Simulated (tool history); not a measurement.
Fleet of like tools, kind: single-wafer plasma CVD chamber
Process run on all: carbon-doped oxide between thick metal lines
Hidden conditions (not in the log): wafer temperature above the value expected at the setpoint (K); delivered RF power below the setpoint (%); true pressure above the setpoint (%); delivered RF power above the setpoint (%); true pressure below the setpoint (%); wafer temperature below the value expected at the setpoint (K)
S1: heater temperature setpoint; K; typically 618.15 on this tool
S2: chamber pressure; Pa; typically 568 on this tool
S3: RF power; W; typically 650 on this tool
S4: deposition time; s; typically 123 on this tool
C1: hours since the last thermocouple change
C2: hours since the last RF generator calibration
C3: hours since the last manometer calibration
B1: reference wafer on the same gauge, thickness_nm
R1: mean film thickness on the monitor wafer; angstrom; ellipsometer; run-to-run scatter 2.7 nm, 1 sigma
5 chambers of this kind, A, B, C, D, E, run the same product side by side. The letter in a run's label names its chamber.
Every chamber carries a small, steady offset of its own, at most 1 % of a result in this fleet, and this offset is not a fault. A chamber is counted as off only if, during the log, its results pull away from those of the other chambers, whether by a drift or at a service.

run	day	S1	S2	S3	S4	C1	C2	C3	B1	R1
1A	0.229	618.15	568	650	123	1583.5	486.2	188.6	582.00	7151.1
2D	0.467	618.15	568	650	123	1518.2	1324.2	1714.6	581.87	7100.6
3E	0.762	618.15	568	650	123	1639.6	509.6	420.3	582.02	7219.2
4B	1.033	618.15	568	650	123	586.7	2040.5	837.7	581.89	7254.6
# day 1.117: chamber B: RF generator calibrated
5C	1.304	618.15	568	650	123	158.8	750.7	521.6	582.23	7226.0
6C	1.538	618.15	568	650	123	164.4	756.3	527.2	581.40	7224.4
7A	1.767	618.15	568	650	123	1620.4	523.1	225.5	581.99	7154.3
8B	1.962	618.15	568	650	123	609.0	20.3	860.0	582.13	7290.5
9D	2.100	618.15	568	650	123	1557.4	1363.4	1753.8	581.95	7119.3
10E	2.283	618.15	568	650	123	1676.1	546.1	456.8	581.94	7254.7
11D	2.517	618.15	568	710	123	1567.4	1373.4	1763.8	581.79	7483.7
12C	2.662	618.15	568	710	123	191.4	783.3	554.2	582.24	7602.8
13E	2.804	618.15	568	710	123	1688.6	558.6	469.3	582.30	7642.6
14A	3.108	618.15	568	710	123	1652.6	555.3	257.7	582.08	7526.7
15B	3.367	618.15	568	710	123	642.7	54.0	893.7	582.20	7606.9
16A	3.658	618.15	568	650	123	1665.8	568.5	270.9	582.01	7122.7
17B	3.938	618.15	568	650	123	656.4	67.7	907.4	582.10	7216.0
18C	4.154	618.15	568	650	123	227.2	819.1	590.0	581.74	7157.9
19E	4.354	618.15	568	650	123	1725.8	595.8	506.5	582.32	7218.1
20D	4.571	618.15	568	650	123	1616.7	1422.7	1813.1	581.57	7092.0
21B	4.783	618.15	568	650	123	676.7	88.0	927.7	582.14	7240.1
22A	5.092	618.15	568	650	123	1700.2	602.9	305.3	582.03	7054.6
23E	5.342	618.15	568	650	123	1749.5	619.5	530.2	582.23	7191.8
# day 5.517: chamber D: RF generator calibrated
24C	5.517	618.15	568	650	123	259.9	851.8	622.7	582.07	7187.3
25D	5.708	618.15	568	650	123	1644.0	4.7	1840.4	582.28	7150.3
26C	5.862	618.15	568	650	123	268.2	860.1	631.0	581.77	7194.3
27E	6.150	618.15	568	650	123	1768.9	638.9	549.6	582.44	7218.3
28A	6.375	618.15	568	650	123	1731.0	633.7	336.1	581.77	7015.9
29D	6.671	618.15	568	650	123	1667.1	27.8	1863.5	582.37	7072.6
30B	6.854	618.15	568	650	123	726.4	137.7	977.4	582.23	7217.6
31D	7.092	611.15	611	650	123	1677.2	37.9	1873.6	581.84	7335.1
32E	7.262	611.15	611	650	123	1795.6	665.6	576.3	581.24	7453.9
33C	7.471	611.15	611	650	123	306.8	898.7	669.6	581.58	7414.5

Decide between three cases: one chamber stands off from its peers, the gauge reading all wafers drifts, or nothing is wrong past each chamber's small offset. Where a chamber is off, say which and what most likely put it there.

Little by little, chamber A moves away from the other chambers.
Most likely cause: delivered RF power below the setpoint (%) = 4.65.

Chamber A could run next with any of the 4 candidate recipes listed below; each alters the usual settings, and their results appear as question marks. Which one brings its results back in line with what the other chambers deliver on the usual settings?
In line means no further than this from the other chambers' mean on the usual settings: R1 95.0 angstrom
34A-1	7.692	619.15	563	635	118					?
34A-2	7.692	618.15	559	620	123					?
34A-3	7.692	617.15	568	665	128					?
34A-4	7.692	618.15	577	680	123					?

Average result of the remaining chambers running the usual settings: R1 7200.1 angstrom
run	R1
34A-1	6597.0
34A-2	6785.7
34A-3	7410.5
34A-4	7218.4
With 34A-4, the chamber falls back in line with the rest.
